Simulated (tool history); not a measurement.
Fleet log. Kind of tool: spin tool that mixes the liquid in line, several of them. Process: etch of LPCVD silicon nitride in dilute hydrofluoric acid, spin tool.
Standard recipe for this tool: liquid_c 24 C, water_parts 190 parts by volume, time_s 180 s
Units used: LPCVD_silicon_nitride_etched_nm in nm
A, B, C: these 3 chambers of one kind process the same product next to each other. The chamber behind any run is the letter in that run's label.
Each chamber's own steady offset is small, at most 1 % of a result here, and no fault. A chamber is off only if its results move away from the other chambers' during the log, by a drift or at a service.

run   hour  liquid_c  water_parts  time_s  hours since the thermometer was replaced  hours since the hydrofluoric acid flow meter was replaced  read-back film thickness of the LPCVD silicon nitride reference wafer, read on the same gauge (nm)  LPCVD_silicon_nitride_etched_nm
 1A   10.5        24          190     180                                    1292.3                                                      372.2                                                                                              59.981                          0.41242
 2C   21.4        24          190     180                                     904.9                                                     1299.9                                                                                              59.983                          0.42479
 3B   34.8        24          190     180                                     227.7                                                     1956.4                                                                                              59.977                          0.46995
 4C   47.9        24          190     180                                     931.4                                                     1326.4                                                                                              60.019                          0.45417
 5B   61.7        24          190     180                                     254.6                                                     1983.3                                                                                              59.995                          0.50273
 6A   71.6        24          190     180                                    1353.4                                                      433.3                                                                                              60.038                          0.46776
 7A   82.7        24          190     180                                    1364.5                                                      444.4                                                                                              59.976                          0.42091
 8B   90.5        24          190     180                                     283.4                                                     2012.1                                                                                              59.965                           0.4254
 9C   97.2        24          190     180                                     980.7                                                     1375.7                                                                                              60.039                          0.45106
10C  108.5        24          190     180                                       992                                                       1387                                                                                              59.968                          0.51798
     113.4  -- chamber C: thermometer replaced
11B  116.8        24          190     285                                     309.7                                                     2038.4                                                                                              60.028                          0.77752
12A  127.2        24          190     285                                      1409                                                      488.9                                                                                              60.036                          0.72106
13A  139.4        24          190     285                                    1421.2                                                      501.1                                                                                              59.982                          0.69935
14B  153.2        24          190     180                                     346.1                                                     2074.8                                                                                               59.99                          0.46946
15C  159.8        24          190     180                                      46.5                                                     1438.3                                                                                              60.003                          0.44572
16B  174.6        24          190     180                                     367.5                                                     2096.2                                                                                              59.988                          0.41695
17A  182.5        24          190     180                                    1464.3                                                      544.2                                                                                              60.019                          0.46074
18C  193.7        24          190     180                                      80.4                                                     1472.2                                                                                              59.969                          0.45257
     196.8  -- chamber B: hydrofluoric acid flow meter replaced
19B  207.9        24          190     180                                     400.8                                                       11.2                                                                                              60.013                          0.46963
     212.9  -- chamber A: hydrofluoric acid flow meter replaced
20C  221.1        24          190     180                                     107.8                                                     1499.6                                                                                              59.993                          0.49629
21A  235.4        24          190     180                                    1517.2                                                       22.6                                                                                              60.022                          0.47466
22B    245        24          190     180                                     437.9                                                       48.3                                                                                              60.011                          0.44383
23A  252.4        24          190     180                                    1534.2                                                       39.6                                                                                              59.982                          0.47138
24C  260.1        24          190     180                                     146.8                                                     1538.6                                                                                              59.982                          0.47109
25A  267.5        24          190     180                                    1549.3                                                       54.7                                                                                              59.957                          0.47668
26C  274.3        24          190     180                                       161                                                     1552.8                                                                                              60.016                          0.43479
27B  284.6        24          190     180                                     477.5                                                       87.9                                                                                              60.029                          0.46316
28B  294.4        24          190     180                                     487.3                                                       97.7                                                                                              60.024                          0.44973
29C  305.7        24          190     120                                     192.4                                                     1584.2                                                                                              59.998                          0.28617
30A  315.7        24          190     120                                    1597.5                                                      102.9                                                                                              59.972                          0.29092
31B  327.8        24          190     120                                     520.7                                                      131.1                                                                                              59.988                          0.32027
32C  342.7        24          190     180                                     229.4                                                     1621.2                                                                                              60.006                          0.46214
33A  351.3        24          190     180                                    1633.1                                                      138.5                                                                                              60.035                           0.4226
34C  359.9      21.5          190      95                                     246.6                                                     1638.4                                                                                              60.014                          0.20261
35A  368.1      21.5          190      95                                    1649.9                                                      155.3                                                                                              60.018                          0.22854
36B    379      21.5          190      95                                     571.9                                                      182.3                                                                                              59.991                          0.20869
37C  387.3        24          190     180                                       274                                                     1665.8                                                                                              59.992                          0.45452

All chambers now run identical settings, listed one chamber a line with results as question marks. What results will each chamber show?
38A  398.4        24          190     180                                                                                                                                                                                                                                         ?
38B  398.4        24          190     180                                                                                                                                                                                                                                         ?
38C  398.4        24          190     180                                                                                                                                                                                                                                         ?

run  LPCVD_silicon_nitride_etched_nm
38A                          0.48609
38B                          0.42451
38C                          0.46993
